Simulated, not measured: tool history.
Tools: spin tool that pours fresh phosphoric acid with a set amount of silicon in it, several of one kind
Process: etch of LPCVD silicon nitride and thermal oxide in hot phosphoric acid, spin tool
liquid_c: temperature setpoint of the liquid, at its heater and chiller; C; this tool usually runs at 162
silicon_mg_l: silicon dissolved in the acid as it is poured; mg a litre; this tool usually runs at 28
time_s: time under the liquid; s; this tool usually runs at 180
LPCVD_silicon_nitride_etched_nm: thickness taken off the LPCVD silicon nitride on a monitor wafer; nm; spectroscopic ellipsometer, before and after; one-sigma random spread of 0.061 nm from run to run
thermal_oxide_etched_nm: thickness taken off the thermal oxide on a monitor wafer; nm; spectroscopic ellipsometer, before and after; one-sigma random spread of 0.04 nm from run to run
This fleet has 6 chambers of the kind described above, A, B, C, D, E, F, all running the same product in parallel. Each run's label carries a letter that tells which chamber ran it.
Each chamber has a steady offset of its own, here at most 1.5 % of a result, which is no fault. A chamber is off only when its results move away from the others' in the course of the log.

| run | hour | liquid_c | silicon_mg_l | time_s | hours since the thermometer was replaced | hours since the dissolved silicon flow meter was replaced | hours since the heated supply line was repaired | read-back film thickness of the LPCVD silicon nitride reference wafer, read on the same gauge (nm) | read-back film thickness of the thermal oxide reference wafer, read on the same gauge (nm) | LPCVD_silicon_nitride_etched_nm | thermal_oxide_etched_nm |
|---|---|---|---|---|---|---|---|---|---|---|---|
| 1B | 8 | 162 | 28 | 180 | 266.8 | 894.8 | 208.8 | 110.01 | 109.99 | 19.389 | 0.22277 |
| 2C | 16.5 | 162 | 28 | 180 | 431.9 | 1797.8 | 600.9 | 110 | 109.97 | 19.616 | 0.34392 |
|  | 26.5 | chamber F: heated supply line repaired |
| 3D | 27.6 | 162 | 28 | 180 | 148.3 | 468.3 | 558.6 | 110.01 | 110.01 | 19.264 | 0.29202 |
| 4E | 38.7 | 162 | 28 | 180 | 362.1 | 500.6 | 360.5 | 109.99 | 109.97 | 19.503 | 0.29496 |
| 5A | 45.8 | 162 | 28 | 180 | 1578.5 | 569.1 | 2456.2 | 110.01 | 109.99 | 19.516 | 0.31773 |
| 6F | 53.5 | 162 | 28 | 180 | 410 | 178.8 | 27.1 | 109.99 | 110.01 | 19.29 | 0.28803 |
| 7A | 61.7 | 162 | 28 | 180 | 1594.4 | 585 | 2472.1 | 110.01 | 110.02 | 19.36 | 0.36299 |
| 8C | 73.3 | 162 | 28 | 180 | 488.7 | 1854.6 | 657.7 | 110.01 | 110.01 | 19.57 | 0.2724 |
|  | 83.7 | chamber C: dissolved silicon flow meter replaced |
| 9F | 84 | 162 | 28 | 180 | 440.5 | 209.3 | 57.6 | 109.97 | 110.02 | 19.46 | 0.271 |
| 10B | 91.6 | 162 | 28 | 180 | 350.4 | 978.4 | 292.4 | 110.01 | 109.99 | 19.277 | 0.27454 |
| 11D | 104.7 | 162 | 28 | 180 | 225.4 | 545.4 | 635.7 | 110.02 | 109.97 | 19.379 | 0.28366 |
|  | 112 | chamber D: heated supply line repaired |
| 12E | 118.1 | 162 | 28 | 180 | 441.5 | 580 | 439.9 | 109.99 | 109.97 | 19.495 | 0.36695 |
| 13E | 126.4 | 162 | 28 | 180 | 449.8 | 588.3 | 448.2 | 109.97 | 110 | 19.412 | 0.35255 |
| 14C | 132.3 | 162 | 28 | 180 | 547.7 | 48.6 | 716.7 | 110 | 110.01 | 19.528 | 0.29307 |
| 15A | 140.9 | 162 | 28 | 180 | 1673.6 | 664.2 | 2551.3 | 110 | 109.97 | 19.409 | 0.277 |
| 16F | 149.6 | 162 | 28 | 180 | 506.1 | 274.9 | 123.2 | 110 | 110.01 | 19.333 | 0.23737 |
| 17D | 158.6 | 162 | 28 | 180 | 279.3 | 599.3 | 46.6 | 110 | 109.98 | 19.276 | 0.29069 |
|  | 160.5 | chamber C: thermometer replaced |
| 18B | 165.9 | 162 | 28 | 180 | 424.7 | 1052.7 | 366.7 | 110 | 110.02 | 19.418 | 0.25842 |
| 19D | 176 | 162 | 28 | 180 | 296.7 | 616.7 | 64 | 109.99 | 110.02 | 19.188 | 0.31914 |
| 20C | 184.7 | 162 | 28 | 180 | 24.2 | 101 | 769.1 | 110 | 110.01 | 19.616 | 0.3527 |
| 21F | 193.1 | 162 | 28 | 180 | 549.6 | 318.4 | 166.7 | 109.98 | 110 | 19.487 | 0.26392 |
|  | 197 | chamber A: thermometer replaced |
| 22E | 200.7 | 162 | 28 | 180 | 524.1 | 662.6 | 522.5 | 109.98 | 110.01 | 19.449 | 0.30122 |
| 23A | 210.6 | 162 | 28 | 180 | 13.7 | 733.9 | 2621 | 109.96 | 109.98 | 19.452 | 0.19323 |
| 24B | 217.5 | 162 | 28 | 180 | 476.3 | 1104.3 | 418.3 | 109.98 | 109.99 | 19.382 | 0.28713 |
| 25D | 227.1 | 162 | 28 | 180 | 347.8 | 667.8 | 115.1 | 110.02 | 110 | 19.243 | 0.36926 |
| 26E | 239.3 | 162 | 28 | 180 | 562.7 | 701.2 | 561.1 | 110 | 110 | 19.386 | 0.25769 |
|  | 246.3 | chamber D: dissolved silicon flow meter replaced |
| 27A | 252.7 | 162 | 42.5 | 120 | 55.8 | 776 | 2663.1 | 109.99 | 110.03 | 13.04 | 0.081047 |
| 28B | 259.1 | 162 | 42.5 | 120 | 517.9 | 1145.9 | 459.9 | 110 | 110.02 | 12.951 | 0.080605 |
| 29C | 269.7 | 162 | 42.5 | 120 | 109.2 | 186 | 854.1 | 110.02 | 109.99 | 13.032 | 0.08908 |
| 30F | 277.9 | 162 | 42.5 | 120 | 634.4 | 403.2 | 251.5 | 110 | 110.01 | 12.959 | 0.075729 |
| 31C | 287.2 | 162 | 42.5 | 120 | 126.7 | 203.5 | 871.6 | 109.99 | 110.02 | 13.058 | 0.10226 |
| 32D | 294.7 | 162 | 42.5 | 120 | 415.4 | 48.4 | 182.7 | 110.02 | 110 | 12.838 | 0.080819 |
| 33A | 301.2 | 162 | 28 | 180 | 104.3 | 824.5 | 2711.6 | 109.99 | 110.01 | 19.516 | 0.31643 |
| 34E | 310.3 | 162 | 28 | 180 | 633.7 | 772.2 | 632.1 | 109.99 | 110.01 | 19.483 | 0.25745 |
| 35B | 319.1 | 162 | 28 | 180 | 577.9 | 1205.9 | 519.9 | 110 | 109.99 | 19.365 | 0.28666 |
| 36F | 330.7 | 165 | 28 | 180 | 687.2 | 456 | 304.3 | 110.01 | 109.98 | 21.373 | 0.35291 |
| 37A | 341.7 | 165 | 28 | 180 | 144.8 | 865 | 2752.1 | 110.01 | 110.01 | 21.625 | 0.33598 |
| 38C | 348.2 | 165 | 28 | 180 | 187.7 | 264.5 | 932.6 | 110 | 110 | 21.532 | 0.32833 |

What goes on in this fleet: one chamber off, a drifting gauge, or nothing beyond the chambers' own small offsets? Name the chamber and the cause, if any.

Beyond each chamber's small constant offset nothing stands out, and the gauge stays steady.
